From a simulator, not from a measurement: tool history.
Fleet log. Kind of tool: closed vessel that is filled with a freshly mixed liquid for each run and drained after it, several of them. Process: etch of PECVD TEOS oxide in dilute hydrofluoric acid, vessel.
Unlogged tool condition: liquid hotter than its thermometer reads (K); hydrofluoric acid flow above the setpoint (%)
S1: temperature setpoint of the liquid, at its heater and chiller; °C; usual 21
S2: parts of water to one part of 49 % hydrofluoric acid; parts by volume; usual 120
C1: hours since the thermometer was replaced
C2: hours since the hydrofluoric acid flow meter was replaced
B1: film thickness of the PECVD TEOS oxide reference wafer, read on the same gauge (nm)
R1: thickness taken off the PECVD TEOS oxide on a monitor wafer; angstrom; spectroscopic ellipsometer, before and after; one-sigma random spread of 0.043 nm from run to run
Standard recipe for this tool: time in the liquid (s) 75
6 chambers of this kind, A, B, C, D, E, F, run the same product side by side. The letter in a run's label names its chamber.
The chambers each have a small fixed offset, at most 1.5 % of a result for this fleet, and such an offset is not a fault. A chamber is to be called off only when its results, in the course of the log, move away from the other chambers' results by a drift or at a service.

At hour 0.9: chamber D: hydrofluoric acid flow meter replaced.
Run 1B, hour 5.6: usual settings; C1 450.4; C2 756.9; B1 49.982. Result: R1 71.516 angstrom.
Run 2A, hour 11.7: usual settings; C1 606.5; C2 106.2; B1 50.014. Result: R1 71.231 angstrom.
Run 3C, hour 20.8: usual settings; C1 754.4; C2 141.2; B1 50.01. Result: R1 69.793 angstrom.
Run 4E, hour 29.3: usual settings; C1 1478.2; C2 93.5; B1 50.009. Result: R1 70.098 angstrom.
Run 5F, hour 34.4: usual settings; C1 1274.8; C2 186.3; B1 49.984. Result: R1 69.903 angstrom.
Run 6D, hour 39.7: usual settings; C1 1801.9; C2 38.8; B1 50.021. Result: R1 70.331 angstrom.
Run 7E, hour 44.9: usual settings but S1 19 °C; C1 1493.8; C2 109.1; B1 49.992. Result: R1 64.903 angstrom.
Run 8C, hour 50.1: usual settings but S1 19 °C; C1 783.7; C2 170.5; B1 49.989. Result: R1 65.126 angstrom.
Run 9F, hour 55.6: usual settings but S1 19 °C; C1 1296; C2 207.5; B1 50.003. Result: R1 64.287 angstrom.
Run 10A, hour 62.1: usual settings but S1 19 °C; C1 656.9; C2 156.6; B1 49.992. Result: R1 65.299 angstrom.
Run 11B, hour 72.9: usual settings but S1 19 °C; C1 517.7; C2 824.2; B1 50.005. Result: R1 64.612 angstrom.
Run 12D, hour 81: usual settings but S1 19 °C; C1 1843.2; C2 80.1; B1 50.004. Result: R1 64.925 angstrom.
Run 13C, hour 89.7: usual settings but time in the liquid (s) 115; C1 823.3; C2 210.1; B1 49.98. Result: R1 107.48 angstrom.
Run 14F, hour 98.4: usual settings but time in the liquid (s) 115; C1 1338.8; C2 250.3; B1 50.008. Result: R1 109.88 angstrom.
Run 15B, hour 103.4: usual settings but time in the liquid (s) 115; C1 548.2; C2 854.7; B1 49.992. Result: R1 108.88 angstrom.
Run 16E, hour 113.2: usual settings but time in the liquid (s) 115; C1 1562.1; C2 177.4; B1 50. Result: R1 107.45 angstrom.
Run 17A, hour 119.9: usual settings but time in the liquid (s) 115; C1 714.7; C2 214.4; B1 49.996. Result: R1 107.3 angstrom.
Run 18D, hour 125.4: usual settings but time in the liquid (s) 115; C1 1887.6; C2 124.5; B1 50.003. Result: R1 107.75 angstrom.
Run 19F, hour 136.2: usual settings; C1 1376.6; C2 288.1; B1 50.007. Result: R1 71.517 angstrom.
Run 20B, hour 146.7: usual settings; C1 591.5; C2 898; B1 49.975. Result: R1 70.55 angstrom.
Run 21C, hour 153.6: usual settings; C1 887.2; C2 274; B1 50.003. Result: R1 70.737 angstrom.
Run 22E, hour 161.2: usual settings; C1 1610.1; C2 225.4; B1 49.983. Result: R1 69.994 angstrom.
Run 23D, hour 168: usual settings but time in the liquid (s) 55; C1 1930.2; C2 167.1; B1 49.979. Result: R1 51.718 angstrom.
Run 24A, hour 173.7: usual settings but time in the liquid (s) 55; C1 768.5; C2 268.2; B1 49.994. Result: R1 51.915 angstrom.
Run 25F, hour 182.6: usual settings but time in the liquid (s) 55; C1 1423; C2 334.5; B1 49.994. Result: R1 53.281 angstrom.
Run 26B, hour 188.7: usual settings but time in the liquid (s) 55; C1 633.5; C2 940; B1 50.004. Result: R1 52.133 angstrom.
Run 27D, hour 197.2: usual settings but time in the liquid (s) 55; C1 1959.4; C2 196.3; B1 49.976. Result: R1 51.644 angstrom.
Run 28C, hour 208: usual settings but time in the liquid (s) 55; C1 941.6; C2 328.4; B1 50.018. Result: R1 51.013 angstrom.
Run 29E, hour 216.3: usual settings; C1 1665.2; C2 280.5; B1 50.013. Result: R1 70.354 angstrom.
Run 30A, hour 225.4: usual settings; C1 820.2; C2 319.9; B1 50.009. Result: R1 70.854 angstrom.
Run 31E, hour 235.7: usual settings; C1 1684.6; C2 299.9; B1 50.015. Result: R1 70.711 angstrom.
At hour 238.7: chamber B: hydrofluoric acid flow meter replaced.
Run 32D, hour 245.4: usual settings; C1 2007.6; C2 244.5; B1 49.997. Result: R1 70.708 angstrom.
Run 33F, hour 252.6: usual settings; C1 1493; C2 404.5; B1 49.972. Result: R1 74.109 angstrom.
Run 34A, hour 257.8: usual settings; C1 852.6; C2 352.3; B1 49.994. Result: R1 70.717 angstrom.
Run 35C, hour 263.4: usual settings but S2 85 parts by volume, time in the liquid (s) 55; C1 997; C2 383.8; B1 49.992. Result: R1 75.105 angstrom.
Run 36B, hour 274: usual settings but S2 85 parts by volume, time in the liquid (s) 55; C1 718.8; C2 35.3; B1 49.987. Result: R1 76.338 angstrom.
Run 37F, hour 280.9: usual settings but S2 85 parts by volume, time in the liquid (s) 55; C1 1521.3; C2 432.8; B1 50. Result: R1 81.504 angstrom.
Run 38D, hour 286.6: usual settings but S2 85 parts by volume, time in the liquid (s) 55; C1 2048.8; C2 285.7; B1 49.986. Result: R1 76.297 angstrom.
Run 39E, hour 294.4: usual settings but S2 85 parts by volume, time in the liquid (s) 55; C1 1743.3; C2 358.6; B1 50.014. Result: R1 76.291 angstrom.
Run 40B, hour 300: usual settings but S2 85 parts by volume, time in the liquid (s) 55; C1 744.8; C2 61.3; B1 49.995. Result: R1 76.998 angstrom.

Is one chamber off against the others, does the gauge drift, or is nothing wrong? If a chamber is off, say which, and what the likeliest cause is.

Little by little, chamber F moves away from the other chambers.
Cause: liquid hotter than its thermometer reads (K) = 2.02.
From this log alone, it may not be told apart from: hydrofluoric acid flow above the setpoint (%).

Which of the 4 candidates below, each the usual settings with something changed and its results left as question marks, puts chamber F back in line with what the other chambers give on the usual settings?
In-line tolerance around the mean of the other chambers on the usual settings: R1 1.5 angstrom
Run 41F-1, hour 308.1: usual settings but S1 23 °C. Result: R1 ?.
Run 41F-2, hour 308.1: usual settings but S1 19 °C. Result: R1 ?.
Run 41F-3, hour 308.1: usual settings but S1 20 °C. Result: R1 ?.
Run 41F-4, hour 308.1: usual settings but S1 22 °C. Result: R1 ?.

The other chambers' mean on the usual settings: R1 70.669 angstrom
  run      R1
41F-1  82.382
41F-2  70.225
41F-3   73.12
41F-4  79.212
41F-2 brings the chamber back in line.

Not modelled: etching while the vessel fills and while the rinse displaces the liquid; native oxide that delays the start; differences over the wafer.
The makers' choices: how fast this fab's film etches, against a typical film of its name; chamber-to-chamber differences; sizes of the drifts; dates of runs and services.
